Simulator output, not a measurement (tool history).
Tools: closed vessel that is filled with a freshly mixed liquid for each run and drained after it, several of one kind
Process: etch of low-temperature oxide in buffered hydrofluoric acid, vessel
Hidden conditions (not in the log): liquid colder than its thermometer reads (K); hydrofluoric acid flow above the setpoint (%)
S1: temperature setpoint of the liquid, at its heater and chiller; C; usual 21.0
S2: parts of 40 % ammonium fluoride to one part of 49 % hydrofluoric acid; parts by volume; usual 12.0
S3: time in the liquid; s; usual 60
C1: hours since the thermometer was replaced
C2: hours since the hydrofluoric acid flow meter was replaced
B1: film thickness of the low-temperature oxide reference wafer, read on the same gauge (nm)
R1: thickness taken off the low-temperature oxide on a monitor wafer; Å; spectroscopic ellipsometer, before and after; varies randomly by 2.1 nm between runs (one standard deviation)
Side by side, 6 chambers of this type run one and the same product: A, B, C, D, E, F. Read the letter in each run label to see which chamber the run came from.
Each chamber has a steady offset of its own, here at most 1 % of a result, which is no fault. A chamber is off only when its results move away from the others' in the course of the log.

run 1B hour=16.7 | S1=21.0 S2=12.0 S3=60 | C1=1547.8 C2=2097.8 | B1=109.99 | R1=2438.2
-- hour=18.9 chamber B: thermometer replaced
run 2D hour=26.2 | S1=21.0 S2=12.0 S3=60 | C1=276.1 C2=1021.0 | B1=109.97 | R1=2452.3
run 3C hour=33.6 | S1=21.0 S2=12.0 S3=60 | C1=1704.8 C2=743.0 | B1=110.02 | R1=2449.8
run 4E hour=48.9 | S1=21.0 S2=12.0 S3=60 | C1=1484.9 C2=942.1 | B1=110.00 | R1=2463.4
run 5F hour=64.1 | S1=21.0 S2=12.0 S3=60 | C1=692.8 C2=949.9 | B1=110.00 | R1=2457.0
run 6A hour=78.7 | S1=21.0 S2=12.0 S3=30 | C1=126.8 C2=830.5 | B1=110.02 | R1=1242.2
run 7C hour=87.0 | S1=21.0 S2=12.0 S3=30 | C1=1758.2 C2=796.4 | B1=110.00 | R1=1212.2
run 8E hour=95.5 | S1=21.0 S2=12.0 S3=30 | C1=1531.5 C2=988.7 | B1=110.00 | R1=1231.9
run 9F hour=110.8 | S1=21.0 S2=12.0 S3=30 | C1=739.5 C2=996.6 | B1=110.00 | R1=1252.2
run 10A hour=126.1 | S1=21.0 S2=12.0 S3=30 | C1=174.2 C2=877.9 | B1=110.03 | R1=1245.6
run 11D hour=141.0 | S1=21.0 S2=12.0 S3=30 | C1=390.9 C2=1135.8 | B1=110.01 | R1=1209.4
-- hour=155.4 chamber B: hydrofluoric acid flow meter replaced
run 12B hour=156.4 | S1=21.0 S2=12.0 S3=60 | C1=137.6 C2=1.0 | B1=110.01 | R1=2468.4
run 13C hour=163.7 | S1=21.0 S2=12.0 S3=30 | C1=1834.9 C2=873.1 | B1=110.00 | R1=1220.2
run 14B hour=174.3 | S1=21.0 S2=12.0 S3=30 | C1=155.5 C2=18.9 | B1=109.99 | R1=1241.1
run 15D hour=185.3 | S1=21.0 S2=12.0 S3=30 | C1=435.2 C2=1180.1 | B1=109.98 | R1=1212.8
run 16E hour=199.3 | S1=21.0 S2=12.0 S3=30 | C1=1635.3 C2=1092.5 | B1=110.01 | R1=1237.0
run 17A hour=215.6 | S1=21.0 S2=12.0 S3=30 | C1=263.7 C2=967.4 | B1=109.99 | R1=1216.5
run 18F hour=227.5 | S1=21.0 S2=12.0 S3=30 | C1=856.2 C2=1113.3 | B1=110.01 | R1=1225.6
run 19B hour=239.5 | S1=21.0 S2=12.0 S3=60 | C1=220.7 C2=84.1 | B1=109.98 | R1=2465.3
run 20E hour=249.0 | S1=21.0 S2=12.0 S3=60 | C1=1685.0 C2=1142.2 | B1=110.01 | R1=2489.2
-- hour=255.8 chamber F: hydrofluoric acid flow meter replaced
run 21C hour=256.4 | S1=21.0 S2=12.0 S3=60 | C1=1927.6 C2=965.8 | B1=110.01 | R1=2515.1
run 22A hour=265.5 | S1=21.0 S2=12.0 S3=60 | C1=313.6 C2=1017.3 | B1=110.00 | R1=2473.5
run 23D hour=275.5 | S1=21.0 S2=12.0 S3=60 | C1=525.4 C2=1270.3 | B1=109.99 | R1=2451.8
run 24F hour=283.7 | S1=21.0 S2=12.0 S3=60 | C1=912.4 C2=27.9 | B1=109.99 | R1=2488.4
run 25C hour=293.0 | S1=21.0 S2=12.0 S3=60 | C1=1964.2 C2=1002.4 | B1=110.00 | R1=2571.8
-- hour=293.3 chamber F: thermometer replaced
run 26A hour=307.0 | S1=21.0 S2=15.5 S3=90 | C1=355.1 C2=1058.8 | B1=109.99 | R1=2881.1
run 27F hour=314.7 | S1=21.0 S2=15.5 S3=90 | C1=21.4 C2=58.9 | B1=110.00 | R1=2880.4
run 28B hour=323.5 | S1=21.0 S2=15.5 S3=90 | C1=304.7 C2=168.1 | B1=110.00 | R1=2843.1
run 29D hour=336.7 | S1=21.0 S2=15.5 S3=90 | C1=586.6 C2=1331.5 | B1=110.00 | R1=2850.3
run 30E hour=347.0 | S1=21.0 S2=15.5 S3=90 | C1=1783.0 C2=1240.2 | B1=109.99 | R1=2857.3
run 31D hour=355.7 | S1=21.0 S2=15.5 S3=90 | C1=605.6 C2=1350.5 | B1=109.99 | R1=2861.7
run 32C hour=367.7 | S1=21.0 S2=12.0 S3=60 | C1=2038.9 C2=1077.1 | B1=109.99 | R1=2590.1
run 33E hour=382.6 | S1=21.0 S2=12.0 S3=60 | C1=1818.6 C2=1275.8 | B1=110.01 | R1=2500.2
run 34B hour=396.5 | S1=21.0 S2=12.0 S3=60 | C1=377.7 C2=241.1 | B1=110.01 | R1=2458.6
run 35F hour=408.4 | S1=21.0 S2=12.0 S3=60 | C1=115.1 C2=152.6 | B1=110.01 | R1=2456.2
run 36A hour=415.8 | S1=21.0 S2=12.0 S3=60 | C1=463.9 C2=1167.6 | B1=110.00 | R1=2439.8
run 37D hour=425.2 | S1=25.5 S2=12.0 S3=60 | C1=675.1 C2=1420.0 | B1=110.00 | R1=3116.1
run 38E hour=435.6 | S1=25.5 S2=12.0 S3=60 | C1=1871.6 C2=1328.8 | B1=110.02 | R1=3143.0
run 39A hour=446.6 | S1=25.5 S2=12.0 S3=60 | C1=494.7 C2=1198.4 | B1=110.00 | R1=3174.2
run 40C hour=458.7 | S1=25.5 S2=12.0 S3=60 | C1=2129.9 C2=1168.1 | B1=110.01 | R1=3377.8
run 41B hour=469.1 | S1=25.5 S2=12.0 S3=60 | C1=450.3 C2=313.7 | B1=110.00 | R1=3051.0
run 42F hour=482.3 | S1=25.5 S2=12.0 S3=60 | C1=189.0 C2=226.5 | B1=109.99 | R1=3132.9

For the next run the whole fleet of 6 chambers uses the same settings. Give each chamber's results:
run 43A hour=494.3 | S1=21.0 S2=12.0 S3=60 | R1=?
run 43B hour=494.3 | S1=21.0 S2=12.0 S3=60 | R1=?
run 43C hour=494.3 | S1=21.0 S2=12.0 S3=60 | R1=?
run 43D hour=494.3 | S1=21.0 S2=12.0 S3=60 | R1=?
run 43E hour=494.3 | S1=21.0 S2=12.0 S3=60 | R1=?
run 43F hour=494.3 | S1=21.0 S2=12.0 S3=60 | R1=?

run=43A R1=2437.2
run=43B R1=2503.0
run=43C R1=2650.1
run=43D R1=2454.8
run=43E R1=2451.2
run=43F R1=2458.9

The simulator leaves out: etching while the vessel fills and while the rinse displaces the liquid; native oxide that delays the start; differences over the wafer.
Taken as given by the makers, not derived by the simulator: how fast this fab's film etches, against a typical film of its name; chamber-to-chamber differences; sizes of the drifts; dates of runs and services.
